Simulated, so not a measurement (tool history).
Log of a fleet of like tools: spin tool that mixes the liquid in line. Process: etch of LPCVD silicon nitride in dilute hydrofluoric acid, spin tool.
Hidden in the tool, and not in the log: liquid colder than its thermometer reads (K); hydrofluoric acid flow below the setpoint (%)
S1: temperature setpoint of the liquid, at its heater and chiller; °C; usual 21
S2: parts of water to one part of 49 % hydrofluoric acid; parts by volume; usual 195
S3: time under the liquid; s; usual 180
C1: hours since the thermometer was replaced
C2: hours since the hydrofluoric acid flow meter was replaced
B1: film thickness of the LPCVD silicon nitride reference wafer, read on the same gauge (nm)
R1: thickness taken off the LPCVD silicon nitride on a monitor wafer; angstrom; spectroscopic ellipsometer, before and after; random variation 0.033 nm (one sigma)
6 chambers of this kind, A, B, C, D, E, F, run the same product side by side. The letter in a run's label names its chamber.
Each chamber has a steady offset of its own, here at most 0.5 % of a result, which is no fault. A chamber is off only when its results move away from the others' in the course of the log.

run   hour    S1   S2   S3      C1      C2      B1      R1
 1F    9.8    21  195  180  1288.2  1017.1  70.043  4.2389
 2C   18.7    21  195  180  2429.7   653.6  70.002  3.6987
 3B   27.8    21  195  180   559.1  1002.1  69.967  4.3525
 4D   36.9    21  195  180     767  1626.9  70.001  3.5002
 5E   43.8    21  195  180  1074.5     561  70.005    3.97
 6A   48.8  22.5  195  180   555.2   609.2  70.013  4.2828
 7B   56.9  22.5  195  180   588.2  1031.2  70.004  3.8948
      63.3  -- chamber D: hydrofluoric acid flow meter replaced
 8A   64.6  22.5  195  180     571     625  69.975  3.6309
      66.8  -- chamber F: hydrofluoric acid flow meter replaced
 9C   70.7  22.5  195  180  2481.7   705.6  69.986   4.124
10E   76.7  22.5  195  180  1107.4   593.9  70.008  4.9645
11D   86.3  22.5  195  180   816.4      23  70.001  4.1511
12F   93.8    21  195  180  1372.2    27.1  69.971   3.794
      99.4  -- chamber C: thermometer replaced
13D  102.3    21  195  180   832.4      39  69.957  3.8573
14A  110.2    21  195  180   616.6   670.6  69.994  4.0638
15E  121.2    21  195  180  1151.9   638.4  70.017   4.216
16F  129.9    21  100  180  1408.3    63.2  70.001  8.8489
17C  134.9    21  100  180    35.6   769.8   69.98  7.7212
18B  144.5    21  100  180   675.8  1118.8  69.996  8.1473
     151.8  -- chamber A: hydrofluoric acid flow meter replaced
19B  155.2    21  100  180   686.5  1129.5  69.993   7.384
20E  163.6    21  100  180  1194.3   680.8  69.999   7.472
21A  168.6    21  100  180     675    16.8  70.002  8.3057
22F  178.3    21  195  180  1456.7   111.6  69.998  3.8526
23D  185.4    21  195  180   915.5   122.1  70.014  3.6173
24C  193.5    21  195  180    94.2   828.4  70.015  3.8828
25D    199    21  195  180   929.1   135.7  70.001  3.7181
26F  207.7  17.5  195  235  1486.1     141  69.987  4.1139
27C  214.8  17.5  195  235   115.5   849.7  70.034  4.6538
28A  221.9  17.5  195  235   728.3    70.1  69.996  3.4507
29E  227.3  17.5  195  235    1258   744.5  70.034  4.2985
30B  233.2  17.5  195  235   764.5  1207.5  69.998  4.1472
31C  239.6  17.5  195  235   140.3   874.5   70.01  4.2603
32F  249.9    21  195  180  1528.3   183.2  70.008  4.1414
33A    256    21  195  180   762.4   104.2  70.023  3.7528
     259.2  -- chamber E: thermometer replaced
34E  261.5    21  195  180     2.4   778.7  70.019  4.0669
35D  268.4    21  195  180   998.5   205.1      70  4.2746
36B  275.8    21  195  180   807.1  1250.1  70.003  3.5297
37D  285.8    21  195  180  1015.9   222.5  70.005  4.1552
38F  296.3    21  195  180  1574.7   229.6  70.016  4.1107
39C  305.4    21  195  180   206.1   940.3      70  3.9705
40A  313.8    21  195  180   820.2     162  70.013  3.9567
41E  323.7    21  290   95    64.6   840.9  69.979  1.4417

What goes on in this fleet: one chamber off, a drifting gauge, or nothing beyond the chambers' own small offsets? Name the chamber and the cause, if any.

No chamber stands off beyond its own small offset, and the gauge holds steady.
